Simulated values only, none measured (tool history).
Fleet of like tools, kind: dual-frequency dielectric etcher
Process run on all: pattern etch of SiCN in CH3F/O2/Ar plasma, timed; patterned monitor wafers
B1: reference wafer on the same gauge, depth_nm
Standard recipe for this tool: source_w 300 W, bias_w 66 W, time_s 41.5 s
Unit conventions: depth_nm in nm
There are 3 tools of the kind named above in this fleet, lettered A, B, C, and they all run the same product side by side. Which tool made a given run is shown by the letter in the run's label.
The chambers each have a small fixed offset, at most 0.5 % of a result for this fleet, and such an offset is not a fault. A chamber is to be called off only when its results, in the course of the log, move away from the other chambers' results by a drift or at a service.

{"run": "1C", "hour": 6.8, "source_w": 300, "bias_w": 66, "time_s": 41.5, "B1": 11.701, "depth_nm": 13.492}
{"run": "2B", "hour": 14.0, "source_w": 300, "bias_w": 66, "time_s": 41.5, "B1": 11.699, "depth_nm": 13.603}
{"run": "3A", "hour": 21.8, "source_w": 300, "bias_w": 66, "time_s": 41.5, "B1": 11.706, "depth_nm": 13.525}
{"run": "4C", "hour": 29.4, "source_w": 300, "bias_w": 66, "time_s": 41.5, "B1": 11.704, "depth_nm": 13.457}
{"run": "5B", "hour": 39.0, "source_w": 300, "bias_w": 66, "time_s": 41.5, "B1": 11.707, "depth_nm": 13.616}
{"run": "6A", "hour": 48.5, "source_w": 300, "bias_w": 66, "time_s": 41.5, "B1": 11.715, "depth_nm": 13.541}
{"run": "7C", "hour": 58.4, "source_w": 300, "bias_w": 66, "time_s": 41.5, "B1": 11.715, "depth_nm": 13.541}
{"run": "8A", "hour": 65.7, "source_w": 300, "bias_w": 66, "time_s": 33.5, "B1": 11.716, "depth_nm": 10.941}
{"run": "9B", "hour": 74.8, "source_w": 300, "bias_w": 66, "time_s": 33.5, "B1": 11.716, "depth_nm": 11.025}
{"run": "10A", "hour": 85.9, "source_w": 300, "bias_w": 66, "time_s": 33.5, "B1": 11.715, "depth_nm": 10.942}
{"run": "11B", "hour": 98.0, "source_w": 300, "bias_w": 66, "time_s": 41.5, "B1": 11.721, "depth_nm": 13.609}
{"run": "12C", "hour": 110.7, "source_w": 300, "bias_w": 66, "time_s": 41.5, "B1": 11.722, "depth_nm": 13.565}
{"run": "13A", "hour": 119.8, "source_w": 300, "bias_w": 66, "time_s": 41.5, "B1": 11.727, "depth_nm": 13.527}
{"run": "14C", "hour": 128.9, "source_w": 300, "bias_w": 66, "time_s": 41.5, "B1": 11.733, "depth_nm": 13.566}
{"run": "15B", "hour": 136.7, "source_w": 300, "bias_w": 66, "time_s": 41.5, "B1": 11.741, "depth_nm": 13.609}
{"run": "16C", "hour": 143.9, "source_w": 300, "bias_w": 66, "time_s": 41.5, "B1": 11.73, "depth_nm": 13.552}
{"run": "17A", "hour": 153.2, "source_w": 300, "bias_w": 66, "time_s": 41.5, "B1": 11.738, "depth_nm": 13.553}
{"run": "18B", "hour": 161.3, "source_w": 240, "bias_w": 52, "time_s": 41.5, "B1": 11.737, "depth_nm": 11.529}
{"run": "19C", "hour": 170.5, "source_w": 240, "bias_w": 52, "time_s": 41.5, "B1": 11.74, "depth_nm": 11.461}
{"run": "20B", "hour": 180.1, "source_w": 240, "bias_w": 52, "time_s": 41.5, "B1": 11.74, "depth_nm": 11.542}
{"run": "21A", "hour": 189.6, "source_w": 300, "bias_w": 66, "time_s": 41.5, "B1": 11.75, "depth_nm": 13.587}
{"run": "22B", "hour": 200.5, "source_w": 300, "bias_w": 66, "time_s": 41.5, "B1": 11.745, "depth_nm": 13.673}
{"run": "23A", "hour": 208.2, "source_w": 300, "bias_w": 66, "time_s": 41.5, "B1": 11.752, "depth_nm": 13.574}
{"run": "24C", "hour": 218.9, "source_w": 300, "bias_w": 66, "time_s": 41.5, "B1": 11.748, "depth_nm": 13.593}
{"run": "25A", "hour": 225.4, "source_w": 300, "bias_w": 66, "time_s": 41.5, "B1": 11.76, "depth_nm": 13.631}
{"run": "26C", "hour": 235.3, "source_w": 300, "bias_w": 66, "time_s": 41.5, "B1": 11.753, "depth_nm": 13.592}
{"run": "27B", "hour": 244.3, "source_w": 300, "bias_w": 66, "time_s": 41.5, "B1": 11.765, "depth_nm": 13.664}
{"run": "28A", "hour": 255.4, "source_w": 300, "bias_w": 66, "time_s": 41.5, "B1": 11.762, "depth_nm": 13.591}
{"run": "29C", "hour": 262.7, "source_w": 300, "bias_w": 66, "time_s": 41.5, "B1": 11.765, "depth_nm": 13.607}
{"run": "30B", "hour": 272.4, "source_w": 300, "bias_w": 66, "time_s": 41.5, "B1": 11.771, "depth_nm": 13.693}
{"run": "31A", "hour": 282.7, "source_w": 300, "bias_w": 66, "time_s": 41.5, "B1": 11.771, "depth_nm": 13.642}
{"run": "32B", "hour": 293.5, "source_w": 300, "bias_w": 66, "time_s": 41.5, "B1": 11.769, "depth_nm": 13.687}
{"run": "33C", "hour": 304.9, "source_w": 300, "bias_w": 66, "time_s": 41.5, "B1": 11.775, "depth_nm": 13.614}
{"run": "34C", "hour": 312.8, "source_w": 300, "bias_w": 66, "time_s": 41.5, "B1": 11.774, "depth_nm": 13.569}
{"hour": 317.0, "done": "chamber A: wet clean of the chamber"}
{"run": "35B", "hour": 324.3, "source_w": 300, "bias_w": 66, "time_s": 41.5, "B1": 11.777, "depth_nm": 13.675}
{"run": "36A", "hour": 336.6, "source_w": 300, "bias_w": 66, "time_s": 41.5, "B1": 11.778, "depth_nm": 13.625}

Decide between three cases: one chamber stands off from its peers, the gauge reading all wafers drifts, or nothing is wrong past each chamber's small offset. Where a chamber is off, say which and what most likely put it there.

None of the chambers is off. What moves is the gauge, dragging all their readings along together.
What lies behind it: gauge reads high (%) = 0.717.

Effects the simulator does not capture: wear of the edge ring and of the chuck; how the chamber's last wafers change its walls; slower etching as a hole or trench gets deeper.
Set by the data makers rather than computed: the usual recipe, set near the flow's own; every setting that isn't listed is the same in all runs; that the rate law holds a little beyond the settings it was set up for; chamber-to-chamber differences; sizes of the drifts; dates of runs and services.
